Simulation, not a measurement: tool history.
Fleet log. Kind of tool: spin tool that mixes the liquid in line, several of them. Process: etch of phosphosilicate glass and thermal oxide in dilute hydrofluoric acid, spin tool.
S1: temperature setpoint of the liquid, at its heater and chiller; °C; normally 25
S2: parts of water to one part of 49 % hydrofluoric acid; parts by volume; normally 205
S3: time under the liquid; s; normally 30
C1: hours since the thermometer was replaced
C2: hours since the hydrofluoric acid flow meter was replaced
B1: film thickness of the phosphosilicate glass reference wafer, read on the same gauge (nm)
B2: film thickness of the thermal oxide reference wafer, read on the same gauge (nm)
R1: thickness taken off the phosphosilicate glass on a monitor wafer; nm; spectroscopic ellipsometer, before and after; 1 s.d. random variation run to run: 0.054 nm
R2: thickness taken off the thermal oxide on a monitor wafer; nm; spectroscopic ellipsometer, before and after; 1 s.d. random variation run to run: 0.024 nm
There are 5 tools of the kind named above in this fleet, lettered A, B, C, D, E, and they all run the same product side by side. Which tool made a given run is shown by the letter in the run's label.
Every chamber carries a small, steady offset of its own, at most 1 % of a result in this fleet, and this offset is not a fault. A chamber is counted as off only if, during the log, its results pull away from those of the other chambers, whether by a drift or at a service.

run,hour,S1,S2,S3,C1,C2,B1,B2,R1,R2
1D,4.3,25,205,30,291.4,603.0,29.975,149.99,11.3350,0.64252
2A,13.6,25,205,30,56.7,602.2,30.030,150.02,11.1570,0.65377
3E,21.7,25,205,30,884.7,1365.7,30.001,150.00,11.1330,0.67998
4B,28.5,25,205,30,2781.6,256.2,30.005,149.98,11.0210,0.68639
5C,35.0,25,205,30,986.7,771.7,30.008,150.02,11.0760,0.62710
6D,41.3,25,205,30,328.4,640.0,30.005,150.00,11.2320,0.70441
7E,49.9,25,205,30,912.9,1393.9,30.013,150.02,11.1480,0.63439
8C,59.0,21,205,30,1010.7,795.7,29.997,150.00,9.5428,0.59879
9B,68.7,21,205,30,2821.8,296.4,30.002,150.01,9.4875,0.55741
10A,76.8,21,205,30,119.9,665.4,29.988,149.98,9.5777,0.59497
11C,84.9,21,205,30,1036.6,821.6,30.014,150.03,9.5947,0.57910
12D,94.6,21,205,30,381.7,693.3,30.044,150.00,9.7287,0.56082
13B,100.8,25,205,30,2853.9,328.5,30.002,150.01,11.0970,0.63657
# hour 103.8: chamber C: hydrofluoric acid flow meter replaced
14A,108.2,25,205,30,151.3,696.8,30.021,149.99,11.1650,0.61456
15E,117.2,25,205,30,980.2,1461.2,29.998,150.00,11.1860,0.67908
16B,123.3,25,205,30,2876.4,351.0,29.981,149.97,11.0530,0.67265
17C,130.2,25,205,30,1081.9,26.5,29.997,150.00,11.0370,0.63797
18A,135.4,25,205,30,178.5,724.0,30.043,150.01,11.1770,0.64959
19D,140.7,25,130,30,427.8,739.4,29.994,150.02,19.1870,1.13690
20E,149.3,25,130,30,1012.3,1493.3,29.997,150.04,19.2900,1.19160
# hour 150.9: chamber B: hydrofluoric acid flow meter replaced
21A,156.0,25,130,30,199.1,744.6,30.007,150.01,18.9700,1.11630
22D,165.0,25,130,30,452.1,763.7,30.001,149.99,19.2250,1.14680
23C,171.0,25,130,30,1122.7,67.3,29.987,150.01,19.2490,1.12350
24B,180.5,21,205,20,2933.6,29.6,29.983,149.99,6.3855,0.38800
# hour 185.2: chamber D: hydrofluoric acid flow meter replaced
# hour 186.2: chamber B: thermometer replaced
25E,189.5,21,205,20,1052.5,1533.5,29.984,150.01,6.3737,0.37785
26C,196.0,21,205,20,1147.7,92.3,29.998,150.01,6.3699,0.38966
27A,202.2,21,205,20,245.3,790.8,29.985,149.99,6.4093,0.39020
28B,209.3,21,205,20,23.1,58.4,30.016,149.99,6.3739,0.38475
29D,214.0,25,205,30,501.1,28.8,30.017,149.98,11.1700,0.67255
30E,223.4,25,205,30,1086.4,1567.4,29.998,149.98,11.1650,0.65949
# hour 226.7: chamber C: thermometer replaced
31B,229.0,25,205,30,42.8,78.1,30.022,149.98,11.0730,0.70548
32A,236.5,25,205,30,279.6,825.1,30.036,150.01,11.1230,0.70488
33E,244.8,25,205,30,1107.8,1588.8,30.012,150.00,11.1980,0.69412
34C,250.2,25,205,30,23.6,146.5,29.996,150.00,11.0570,0.65517
35D,256.5,25,205,30,543.6,71.3,30.008,150.02,11.3310,0.68773
36C,264.1,25,205,30,37.5,160.4,30.007,150.02,11.0370,0.69160

Next, every chamber runs the same settings. What will each give?
37A,271.1,27,205,30,,,,,?,?
37B,271.1,27,205,30,,,,,?,?
37C,271.1,27,205,30,,,,,?,?
37D,271.1,27,205,30,,,,,?,?
37E,271.1,27,205,30,,,,,?,?

run,R1,R2
37A,11.8490,0.74770
37B,11.9010,0.71928
37C,11.9250,0.64708
37D,12.1060,0.71870
37E,12.0350,0.75862
